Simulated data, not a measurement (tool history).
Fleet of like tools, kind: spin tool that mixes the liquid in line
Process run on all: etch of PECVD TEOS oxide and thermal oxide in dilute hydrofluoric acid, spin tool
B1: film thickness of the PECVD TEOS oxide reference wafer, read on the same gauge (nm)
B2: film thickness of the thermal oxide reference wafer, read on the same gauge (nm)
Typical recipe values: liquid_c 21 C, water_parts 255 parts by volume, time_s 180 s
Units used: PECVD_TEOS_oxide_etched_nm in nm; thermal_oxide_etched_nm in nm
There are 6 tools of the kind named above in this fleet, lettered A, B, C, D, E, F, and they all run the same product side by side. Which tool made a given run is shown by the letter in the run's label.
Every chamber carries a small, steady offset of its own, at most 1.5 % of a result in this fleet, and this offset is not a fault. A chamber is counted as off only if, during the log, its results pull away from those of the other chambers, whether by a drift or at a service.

{"run": "1C", "hour": 4.8, "liquid_c": 21, "water_parts": 255, "time_s": 180, "B1": 119.99, "B2": 109.97, "PECVD_TEOS_oxide_etched_nm": 5.431, "thermal_oxide_etched_nm": 2.553}
{"run": "2E", "hour": 9.4, "liquid_c": 21, "water_parts": 255, "time_s": 180, "B1": 120.03, "B2": 110.02, "PECVD_TEOS_oxide_etched_nm": 5.3855, "thermal_oxide_etched_nm": 2.5285}
{"run": "3F", "hour": 12.6, "liquid_c": 21, "water_parts": 255, "time_s": 180, "B1": 120.02, "B2": 110, "PECVD_TEOS_oxide_etched_nm": 5.4127, "thermal_oxide_etched_nm": 2.5476}
{"run": "4A", "hour": 17.3, "liquid_c": 21, "water_parts": 255, "time_s": 180, "B1": 119.97, "B2": 109.98, "PECVD_TEOS_oxide_etched_nm": 5.4657, "thermal_oxide_etched_nm": 2.5252}
{"run": "5B", "hour": 22.9, "liquid_c": 21, "water_parts": 255, "time_s": 180, "B1": 119.96, "B2": 110.01, "PECVD_TEOS_oxide_etched_nm": 5.549, "thermal_oxide_etched_nm": 2.5129}
{"run": "6D", "hour": 27.5, "liquid_c": 21, "water_parts": 255, "time_s": 180, "B1": 119.99, "B2": 110.01, "PECVD_TEOS_oxide_etched_nm": 5.5036, "thermal_oxide_etched_nm": 2.5625}
{"hour": 29.5, "done": "chamber C: hydrofluoric acid flow meter replaced"}
{"run": "7F", "hour": 31.2, "liquid_c": 21, "water_parts": 145, "time_s": 180, "B1": 119.98, "B2": 110.02, "PECVD_TEOS_oxide_etched_nm": 10.682, "thermal_oxide_etched_nm": 5.0241}
{"run": "8E", "hour": 35.5, "liquid_c": 21, "water_parts": 145, "time_s": 180, "B1": 120.01, "B2": 110.04, "PECVD_TEOS_oxide_etched_nm": 10.697, "thermal_oxide_etched_nm": 4.9413}
{"run": "9A", "hour": 38.7, "liquid_c": 21, "water_parts": 145, "time_s": 180, "B1": 120.01, "B2": 109.99, "PECVD_TEOS_oxide_etched_nm": 10.462, "thermal_oxide_etched_nm": 5.0427}
{"run": "10D", "hour": 44.3, "liquid_c": 21, "water_parts": 145, "time_s": 180, "B1": 119.99, "B2": 110, "PECVD_TEOS_oxide_etched_nm": 10.907, "thermal_oxide_etched_nm": 5.1183}
{"run": "11B", "hour": 49.2, "liquid_c": 21, "water_parts": 145, "time_s": 180, "B1": 120.03, "B2": 110, "PECVD_TEOS_oxide_etched_nm": 10.998, "thermal_oxide_etched_nm": 5.1493}
{"run": "12C", "hour": 54.5, "liquid_c": 21, "water_parts": 145, "time_s": 180, "B1": 120, "B2": 109.99, "PECVD_TEOS_oxide_etched_nm": 10.552, "thermal_oxide_etched_nm": 4.9261}
{"run": "13D", "hour": 58.5, "liquid_c": 21, "water_parts": 255, "time_s": 180, "B1": 119.96, "B2": 110.01, "PECVD_TEOS_oxide_etched_nm": 5.4551, "thermal_oxide_etched_nm": 2.5094}
{"run": "14E", "hour": 62.8, "liquid_c": 21, "water_parts": 255, "time_s": 180, "B1": 120.03, "B2": 110, "PECVD_TEOS_oxide_etched_nm": 5.2905, "thermal_oxide_etched_nm": 2.481}
{"run": "15B", "hour": 67.1, "liquid_c": 21, "water_parts": 255, "time_s": 180, "B1": 119.98, "B2": 109.98, "PECVD_TEOS_oxide_etched_nm": 5.5357, "thermal_oxide_etched_nm": 2.57}
{"run": "16F", "hour": 70.7, "liquid_c": 19, "water_parts": 255, "time_s": 180, "B1": 119.98, "B2": 110, "PECVD_TEOS_oxide_etched_nm": 4.9801, "thermal_oxide_etched_nm": 2.3568}
{"run": "17C", "hour": 73.9, "liquid_c": 19, "water_parts": 255, "time_s": 180, "B1": 120.01, "B2": 110, "PECVD_TEOS_oxide_etched_nm": 5.0268, "thermal_oxide_etched_nm": 2.4045}
{"run": "18A", "hour": 78.8, "liquid_c": 19, "water_parts": 255, "time_s": 180, "B1": 120.05, "B2": 110, "PECVD_TEOS_oxide_etched_nm": 4.9413, "thermal_oxide_etched_nm": 2.3539}
{"run": "19A", "hour": 83.6, "liquid_c": 19, "water_parts": 255, "time_s": 180, "B1": 120.02, "B2": 110.01, "PECVD_TEOS_oxide_etched_nm": 4.9967, "thermal_oxide_etched_nm": 2.318}
{"run": "20B", "hour": 87.5, "liquid_c": 19, "water_parts": 255, "time_s": 180, "B1": 120, "B2": 109.99, "PECVD_TEOS_oxide_etched_nm": 5.1479, "thermal_oxide_etched_nm": 2.4155}
{"run": "21E", "hour": 92.0, "liquid_c": 19, "water_parts": 255, "time_s": 180, "B1": 120, "B2": 109.98, "PECVD_TEOS_oxide_etched_nm": 4.9861, "thermal_oxide_etched_nm": 2.3118}
{"run": "22D", "hour": 97.6, "liquid_c": 21, "water_parts": 340, "time_s": 120, "B1": 120, "B2": 110.01, "PECVD_TEOS_oxide_etched_nm": 2.5487, "thermal_oxide_etched_nm": 1.1749}
{"run": "23F", "hour": 100.2, "liquid_c": 21, "water_parts": 340, "time_s": 120, "B1": 119.99, "B2": 109.97, "PECVD_TEOS_oxide_etched_nm": 2.5006, "thermal_oxide_etched_nm": 1.1602}
{"run": "24C", "hour": 104.8, "liquid_c": 21, "water_parts": 340, "time_s": 120, "B1": 120.02, "B2": 110.03, "PECVD_TEOS_oxide_etched_nm": 2.5156, "thermal_oxide_etched_nm": 1.1757}
{"run": "25B", "hour": 107.7, "liquid_c": 21, "water_parts": 340, "time_s": 120, "B1": 120, "B2": 110, "PECVD_TEOS_oxide_etched_nm": 2.5956, "thermal_oxide_etched_nm": 1.2246}
{"run": "26F", "hour": 111.7, "liquid_c": 21, "water_parts": 340, "time_s": 120, "B1": 120.04, "B2": 110, "PECVD_TEOS_oxide_etched_nm": 2.4707, "thermal_oxide_etched_nm": 1.1864}
{"run": "27E", "hour": 116.2, "liquid_c": 21, "water_parts": 340, "time_s": 120, "B1": 119.95, "B2": 110, "PECVD_TEOS_oxide_etched_nm": 2.4909, "thermal_oxide_etched_nm": 1.171}
{"run": "28A", "hour": 121.2, "liquid_c": 21, "water_parts": 255, "time_s": 180, "B1": 120, "B2": 110, "PECVD_TEOS_oxide_etched_nm": 5.4464, "thermal_oxide_etched_nm": 2.5543}
{"run": "29D", "hour": 123.9, "liquid_c": 21, "water_parts": 255, "time_s": 180, "B1": 119.96, "B2": 110, "PECVD_TEOS_oxide_etched_nm": 5.51, "thermal_oxide_etched_nm": 2.5523}
{"run": "30C", "hour": 128.8, "liquid_c": 21, "water_parts": 255, "time_s": 180, "B1": 120.04, "B2": 110, "PECVD_TEOS_oxide_etched_nm": 5.442, "thermal_oxide_etched_nm": 2.6035}
{"hour": 131.7, "done": "chamber F: hydrofluoric acid flow meter replaced"}
{"run": "31E", "hour": 133.0, "liquid_c": 21, "water_parts": 255, "time_s": 180, "B1": 120.03, "B2": 110.01, "PECVD_TEOS_oxide_etched_nm": 5.4102, "thermal_oxide_etched_nm": 2.4859}
{"run": "32D", "hour": 136.9, "liquid_c": 21, "water_parts": 255, "time_s": 180, "B1": 120.01, "B2": 109.99, "PECVD_TEOS_oxide_etched_nm": 5.4985, "thermal_oxide_etched_nm": 2.5689}
{"run": "33A", "hour": 141.8, "liquid_c": 21, "water_parts": 255, "time_s": 180, "B1": 119.99, "B2": 110, "PECVD_TEOS_oxide_etched_nm": 5.2935, "thermal_oxide_etched_nm": 2.5728}
{"run": "34B", "hour": 144.9, "liquid_c": 21, "water_parts": 255, "time_s": 180, "B1": 119.95, "B2": 110.01, "PECVD_TEOS_oxide_etched_nm": 5.836, "thermal_oxide_etched_nm": 2.6529}
{"run": "35F", "hour": 149.4, "liquid_c": 21, "water_parts": 255, "time_s": 180, "B1": 119.99, "B2": 109.98, "PECVD_TEOS_oxide_etched_nm": 5.3406, "thermal_oxide_etched_nm": 2.5429}
{"run": "36C", "hour": 154.3, "liquid_c": 21, "water_parts": 255, "time_s": 180, "B1": 119.99, "B2": 110.01, "PECVD_TEOS_oxide_etched_nm": 5.3257, "thermal_oxide_etched_nm": 2.4976}
{"run": "37E", "hour": 157.6, "liquid_c": 25.5, "water_parts": 255, "time_s": 140, "B1": 120, "B2": 109.96, "PECVD_TEOS_oxide_etched_nm": 4.9913, "thermal_oxide_etched_nm": 2.3011}
{"run": "38B", "hour": 161.1, "liquid_c": 25.5, "water_parts": 255, "time_s": 140, "B1": 119.99, "B2": 110.01, "PECVD_TEOS_oxide_etched_nm": 5.3321, "thermal_oxide_etched_nm": 2.4459}
{"run": "39D", "hour": 165.9, "liquid_c": 25.5, "water_parts": 255, "time_s": 140, "B1": 119.97, "B2": 109.96, "PECVD_TEOS_oxide_etched_nm": 5.0156, "thermal_oxide_etched_nm": 2.305}

Read the log: is a single chamber off, either drifting away or since a service, is the gauge that measures every chamber drifting, or is nothing wrong beyond small per-chamber offsets? Name any odd chamber and what most likely caused it.

Chamber B drifts away from the others.
Likeliest cause: liquid hotter than its thermometer reads (K) = 1.91.
The log might look much the same if the cause were instead: hydrofluoric acid flow above the setpoint (%).

Below are 4 candidate recipes for chamber B's next run, each the usual settings with a change, their results shown as question marks. Which of them brings B's results back in line with what the other chambers give on the usual settings?
In-line tolerance around the mean of the other chambers on the usual settings: PECVD_TEOS_oxide_etched_nm 0.14 nm; thermal_oxide_etched_nm 0.095 nm
{"run": "40B-1", "hour": 169.9, "liquid_c": 21, "water_parts": 245, "time_s": 185, "PECVD_TEOS_oxide_etched_nm": "?", "thermal_oxide_etched_nm": "?"}
{"run": "40B-2", "hour": 169.9, "liquid_c": 21, "water_parts": 270, "time_s": 170, "PECVD_TEOS_oxide_etched_nm": "?", "thermal_oxide_etched_nm": "?"}
{"run": "40B-3", "hour": 169.9, "liquid_c": 21, "water_parts": 240, "time_s": 190, "PECVD_TEOS_oxide_etched_nm": "?", "thermal_oxide_etched_nm": "?"}
{"run": "40B-4", "hour": 169.9, "liquid_c": 21, "water_parts": 265, "time_s": 175, "PECVD_TEOS_oxide_etched_nm": "?", "thermal_oxide_etched_nm": "?"}

Other chambers, usual settings, mean: PECVD_TEOS_oxide_etched_nm 5.4292 nm; thermal_oxide_etched_nm 2.5335 nm
run=40B-1 PECVD_TEOS_oxide_etched_nm=6.3275 thermal_oxide_etched_nm=2.9601
run=40B-2 PECVD_TEOS_oxide_etched_nm=5.1382 thermal_oxide_etched_nm=2.4037
run=40B-3 PECVD_TEOS_oxide_etched_nm=6.6701 thermal_oxide_etched_nm=3.1204
run=40B-4 PECVD_TEOS_oxide_etched_nm=5.4175 thermal_oxide_etched_nm=2.5344
It is 40B-4 that realigns the chamber with its peers.

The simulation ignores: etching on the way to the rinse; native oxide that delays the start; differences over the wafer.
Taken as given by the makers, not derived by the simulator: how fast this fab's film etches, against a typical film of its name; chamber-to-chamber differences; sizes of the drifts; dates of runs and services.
